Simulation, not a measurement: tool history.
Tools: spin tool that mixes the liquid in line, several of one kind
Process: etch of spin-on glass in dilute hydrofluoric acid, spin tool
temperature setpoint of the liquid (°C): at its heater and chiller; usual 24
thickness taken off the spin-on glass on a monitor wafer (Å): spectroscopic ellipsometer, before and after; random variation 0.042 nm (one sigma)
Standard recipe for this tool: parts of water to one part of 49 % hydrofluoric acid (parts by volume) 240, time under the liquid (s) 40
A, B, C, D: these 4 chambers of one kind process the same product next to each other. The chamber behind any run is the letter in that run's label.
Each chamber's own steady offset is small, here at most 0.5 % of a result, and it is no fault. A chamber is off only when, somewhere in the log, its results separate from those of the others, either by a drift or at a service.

| run | hour | temperature setpoint of the liquid (°C) | parts of water to one part of 49 % hydrofluoric acid (parts by volume) | time under the liquid (s) | read-back film thickness of the spin-on glass reference wafer, read on the same gauge (nm) | thickness taken off the spin-on glass on a monitor wafer (Å) |
|---|---|---|---|---|---|---|
| 1D | 3.5 | 24 | 240 | 40 | 109.98 | 60.829 |
| 2A | 7.4 | 24 | 240 | 40 | 110 | 60.679 |
| 3B | 10.5 | 24 | 240 | 40 | 110.02 | 61.007 |
| 4C | 16 | 24 | 240 | 40 | 110.01 | 59.864 |
| 5A | 21.4 | 24 | 240 | 40 | 109.99 | 60.627 |
| 6D | 27.1 | 24 | 240 | 40 | 110.01 | 61.384 |
| 7C | 30.5 | 22.5 | 150 | 40 | 110.01 | 101.96 |
| 8B | 35 | 22.5 | 150 | 40 | 110 | 100.99 |
| 9B | 39 | 22.5 | 150 | 40 | 110.01 | 102.54 |
| 10D | 42.4 | 22.5 | 150 | 40 | 110.02 | 101.56 |
| 11A | 47.4 | 24 | 240 | 40 | 109.99 | 60.354 |
| 12C | 50.6 | 24 | 240 | 40 | 110 | 61.239 |
| 13A | 55.1 | 24 | 240 | 40 | 110.01 | 60.972 |
| 14C | 61.2 | 21 | 300 | 40 | 109.99 | 41.081 |
| 15D | 64.2 | 21 | 300 | 40 | 110 | 42.445 |
| 16B | 70 | 21 | 300 | 40 | 110.01 | 40.885 |
| 17D | 73.9 | 21 | 300 | 40 | 110.01 | 42.699 |
| 18B | 76.8 | 24 | 240 | 40 | 109.99 | 61.331 |
| 19A | 80.9 | 26.5 | 325 | 40 | 109.98 | 44.717 |
| 20C | 86.5 | 26.5 | 325 | 40 | 110.01 | 44.476 |
| 21B | 89.6 | 26.5 | 325 | 40 | 109.99 | 44.765 |
| 22D | 92.9 | 26.5 | 325 | 40 | 109.99 | 46.552 |
| 23C | 96.7 | 24 | 240 | 40 | 110.01 | 59.893 |
|  | 98.4 | chamber C: hydrofluoric acid flow meter replaced |
| 24A | 102.4 | 24 | 240 | 40 | 109.98 | 60.937 |
| 25C | 107.1 | 24 | 240 | 40 | 109.99 | 60.097 |
| 26A | 110.3 | 24 | 240 | 40 | 110.01 | 61.247 |
| 27D | 113.5 | 24 | 240 | 60 | 109.97 | 96.408 |
| 28B | 119.1 | 24 | 240 | 60 | 110.01 | 91.693 |
| 29D | 122.1 | 24 | 240 | 60 | 109.99 | 97.146 |
| 30C | 126.7 | 24 | 240 | 60 | 109.98 | 90.034 |
| 31B | 129.6 | 24 | 240 | 40 | 110.02 | 60.811 |
| 32A | 134.6 | 24 | 240 | 40 | 110.01 | 61.126 |
| 33C | 140 | 24 | 240 | 40 | 110 | 60.057 |
| 34A | 143.9 | 24 | 240 | 40 | 109.99 | 60.841 |
| 35B | 146.9 | 24 | 240 | 40 | 110.01 | 60.704 |
| 36D | 150.9 | 24 | 240 | 40 | 110.03 | 65.353 |
| 37B | 153.9 | 24 | 240 | 40 | 110.01 | 61.54 |
|  | 158.5 | chamber C: thermometer replaced |
| 38D | 158.5 | 24 | 240 | 40 | 109.99 | 65.351 |
| 39C | 162.4 | 24 | 240 | 40 | 109.99 | 61.033 |
| 40A | 167.3 | 24 | 240 | 40 | 110.01 | 60.66 |
| 41C | 170.3 | 24 | 305 | 40 | 110.01 | 44.407 |
| 42A | 174 | 24 | 305 | 40 | 110 | 44.683 |

One chamber off, gauge drift, or nothing amiss beyond the chambers' own small offsets? If it is a chamber, which one, and what is the likeliest cause?

It is chamber D that slowly wanders off from its peers.
Likeliest cause: hydrofluoric acid flow above the setpoint (%) = 7.22.
Not necessarily distinguishable in this log from: liquid hotter than its thermometer reads (K).

Below are 4 candidate recipes for chamber D's next run, each the usual settings with a change, their results shown as question marks. Which of them brings D's results back in line with what the other chambers give on the usual settings?
Allowed miss from the other chambers' usual-settings mean, per result, to count as in line: thickness taken off the spin-on glass on a monitor wafer (Å) 1.5
| 43D-1 | 178.4 | 21.5 | 240 | 40 |  | ? |
| 43D-2 | 178.4 | 19 | 240 | 40 |  | ? |
| 43D-3 | 178.4 | 29 | 240 | 40 |  | ? |
| 43D-4 | 178.4 | 26.5 | 240 | 40 |  | ? |

Average result of the remaining chambers running the usual settings: thickness taken off the spin-on glass on a monitor wafer (Å) 60.75
| run | thickness taken off the spin-on glass on a monitor wafer (Å) |
|---|---|
| 43D-1 | 60.275 |
| 43D-2 | 54.769 |
| 43D-3 | 79.04 |
| 43D-4 | 72.392 |
With 43D-1, the chamber falls back in line with the rest.

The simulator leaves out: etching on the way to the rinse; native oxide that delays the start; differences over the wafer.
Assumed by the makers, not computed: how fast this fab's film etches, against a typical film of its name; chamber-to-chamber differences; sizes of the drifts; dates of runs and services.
